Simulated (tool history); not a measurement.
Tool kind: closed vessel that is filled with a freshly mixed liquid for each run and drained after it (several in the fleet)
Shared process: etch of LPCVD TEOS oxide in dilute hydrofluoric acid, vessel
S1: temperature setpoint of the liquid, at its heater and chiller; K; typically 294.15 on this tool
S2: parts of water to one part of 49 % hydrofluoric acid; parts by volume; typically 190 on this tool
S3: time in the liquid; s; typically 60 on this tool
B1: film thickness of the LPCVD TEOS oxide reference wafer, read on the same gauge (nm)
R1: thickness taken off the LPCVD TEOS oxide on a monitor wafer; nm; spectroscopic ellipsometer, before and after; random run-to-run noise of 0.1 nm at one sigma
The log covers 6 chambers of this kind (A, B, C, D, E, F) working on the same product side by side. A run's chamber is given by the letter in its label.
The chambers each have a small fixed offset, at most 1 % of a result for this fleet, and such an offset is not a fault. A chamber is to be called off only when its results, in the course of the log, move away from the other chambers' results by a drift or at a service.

run,hour,S1,S2,S3,B1,R1
1F,8.2,294.15,190,60,99.971,12.687
2D,19.3,294.15,190,60,99.97,12.77
3C,30.9,294.15,190,60,99.963,12.589
# hour 38.3: chamber C: hydrofluoric acid flow meter replaced
4A,40.5,294.15,190,60,99.994,12.635
5E,47.9,294.15,190,60,99.972,12.585
6B,59.5,294.15,190,60,99.98,12.646
7E,66.2,294.15,190,60,100.01,12.645
8F,74.3,294.15,190,60,100.03,12.491
9B,87,294.15,190,60,100,12.552
10A,96.2,294.15,190,60,99.966,12.816
11C,103.9,294.15,190,60,99.954,12.749
12D,116.4,294.15,190,60,99.973,12.671
13B,124.5,290.15,190,30,99.997,5.3643
# hour 135.6: chamber F: thermometer replaced
14D,137,290.15,190,30,99.982,5.4262
15F,147,290.15,190,30,100,5.4265
# hour 148.6: chamber E: thermometer replaced
16A,152.8,290.15,190,30,100.02,5.4584
17E,161.6,290.15,190,30,99.964,5.4425
18C,173.2,290.15,190,30,100.02,5.4881
19E,179.8,294.15,190,60,100.02,12.477
20D,186.3,294.15,190,60,99.954,12.928
21B,193.6,294.15,190,60,100.04,12.568
22A,200.4,294.15,190,60,100.01,12.773
23C,207.8,294.15,190,60,100.03,12.669
24F,216.2,294.15,190,60,100,12.737
25A,229.3,294.15,190,60,99.95,12.663
# hour 232.8: chamber E: hydrofluoric acid flow meter replaced
26E,236.3,294.15,190,60,100.01,12.725
27F,243.4,294.15,190,60,99.997,12.575
28C,250.9,294.15,260,60,99.979,8.6386
29B,257.5,294.15,260,60,99.987,8.6395
# hour 259.8: chamber B: hydrofluoric acid flow meter replaced
30D,265.9,294.15,260,60,99.988,8.9169
31E,271.7,294.15,260,60,100.02,8.6434
32C,283.9,294.15,260,60,99.966,8.7713
33B,296,294.15,260,60,99.981,8.452
34A,306.6,294.15,190,60,100,12.744
35D,312.8,294.15,190,60,99.969,13.688
36F,323.7,294.15,190,85,99.992,17.949
37A,334.5,294.15,190,85,100.01,18.152
38D,345.4,294.15,190,85,100.02,19.298
39E,352.1,294.15,190,85,100.05,17.596

All 6 chambers run these settings next. Forecast each chamber's results:
40A,361.6,294.15,190,45,,?
40B,361.6,294.15,190,45,,?
40C,361.6,294.15,190,45,,?
40D,361.6,294.15,190,45,,?
40E,361.6,294.15,190,45,,?
40F,361.6,294.15,190,45,,?

run,R1
40A,9.5863
40B,9.2762
40C,9.4663
40D,10.35
40E,9.4545
40F,9.5903
